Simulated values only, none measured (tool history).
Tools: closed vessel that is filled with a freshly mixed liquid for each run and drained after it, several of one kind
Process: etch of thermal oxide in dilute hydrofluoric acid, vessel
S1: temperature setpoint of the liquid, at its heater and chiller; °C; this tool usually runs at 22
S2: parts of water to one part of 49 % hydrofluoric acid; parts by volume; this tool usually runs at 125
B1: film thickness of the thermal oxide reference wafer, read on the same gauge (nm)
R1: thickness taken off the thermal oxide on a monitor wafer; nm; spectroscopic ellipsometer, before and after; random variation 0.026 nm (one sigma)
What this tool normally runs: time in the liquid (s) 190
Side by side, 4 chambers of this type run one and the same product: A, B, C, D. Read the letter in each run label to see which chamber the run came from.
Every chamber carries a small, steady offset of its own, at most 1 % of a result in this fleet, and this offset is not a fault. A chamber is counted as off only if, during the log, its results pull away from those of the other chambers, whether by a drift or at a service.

Run 1B, hour 11.2: usual settings; B1 29.988. Result: R1 6.6495 nm.
Run 2C, hour 22.1: usual settings; B1 30.001. Result: R1 6.6272 nm.
Run 3D, hour 33.4: usual settings; B1 30.035. Result: R1 6.635 nm.
Run 4A, hour 43.9: usual settings; B1 30.04. Result: R1 6.6132 nm.
Run 5C, hour 50: usual settings but S1 25 °C, S2 175 parts by volume; B1 30.045. Result: R1 5.0065 nm.
Run 6B, hour 55.8: usual settings but S1 25 °C, S2 175 parts by volume; B1 30.023. Result: R1 5.0329 nm.
Run 7D, hour 64.1: usual settings but S1 25 °C, S2 175 parts by volume; B1 30.001. Result: R1 4.9607 nm.
Run 8A, hour 73.1: usual settings but S1 25 °C, S2 175 parts by volume; B1 30.017. Result: R1 5.026 nm.
Run 9A, hour 81.7: usual settings but S2 170 parts by volume, time in the liquid (s) 130; B1 30.031. Result: R1 3.1768 nm.
Run 10C, hour 91.4: usual settings but S2 170 parts by volume, time in the liquid (s) 130; B1 29.974. Result: R1 3.1394 nm.
Run 11B, hour 101.6: usual settings but S2 170 parts by volume, time in the liquid (s) 130; B1 30.014. Result: R1 3.1741 nm.
Run 12D, hour 113.8: usual settings but S2 170 parts by volume, time in the liquid (s) 130; B1 29.987. Result: R1 3.1433 nm.
Run 13D, hour 120.3: usual settings; B1 30.021. Result: R1 6.5617 nm.
Run 14B, hour 126.5: usual settings; B1 30.02. Result: R1 6.6348 nm.
Run 15A, hour 134.5: usual settings but time in the liquid (s) 280; B1 30.021. Result: R1 9.746 nm.
Run 16C, hour 139.9: usual settings but time in the liquid (s) 280; B1 30.001. Result: R1 9.8148 nm.
At hour 147.8: chamber B: hydrofluoric acid flow meter replaced.
Run 17A, hour 150.7: usual settings but time in the liquid (s) 280; B1 29.968. Result: R1 9.7559 nm.
Run 18B, hour 156.9: usual settings but time in the liquid (s) 280; B1 29.997. Result: R1 9.7382 nm.
Run 19D, hour 163.7: usual settings; B1 30.022. Result: R1 6.5829 nm.
Run 20C, hour 169: usual settings; B1 29.975. Result: R1 6.5805 nm.
Run 21C, hour 177.6: usual settings but S1 26.5 °C, time in the liquid (s) 225; B1 29.967. Result: R1 9.2972 nm.
Run 22A, hour 186.7: usual settings but S1 26.5 °C, time in the liquid (s) 225; B1 29.972. Result: R1 9.3235 nm.
Run 23D, hour 192.3: usual settings but S1 26.5 °C, time in the liquid (s) 225; B1 30.012. Result: R1 9.2877 nm.
Run 24B, hour 197.8: usual settings but S1 26.5 °C, time in the liquid (s) 225; B1 30.03. Result: R1 9.3714 nm.
Run 25B, hour 203.2: usual settings; B1 30.027. Result: R1 6.6147 nm.
Run 26C, hour 211.1: usual settings; B1 30.007. Result: R1 6.6205 nm.
Run 27D, hour 217.4: usual settings; B1 29.988. Result: R1 6.5795 nm.
Run 28A, hour 225.5: usual settings; B1 29.98. Result: R1 6.6307 nm.

Decide between three cases: one chamber stands off from its peers, the gauge reading all wafers drifts, or nothing is wrong past each chamber's small offset. Where a chamber is off, say which and what most likely put it there.

No chamber is off and the gauge is stable; the differences are just each chamber's small, constant offset.
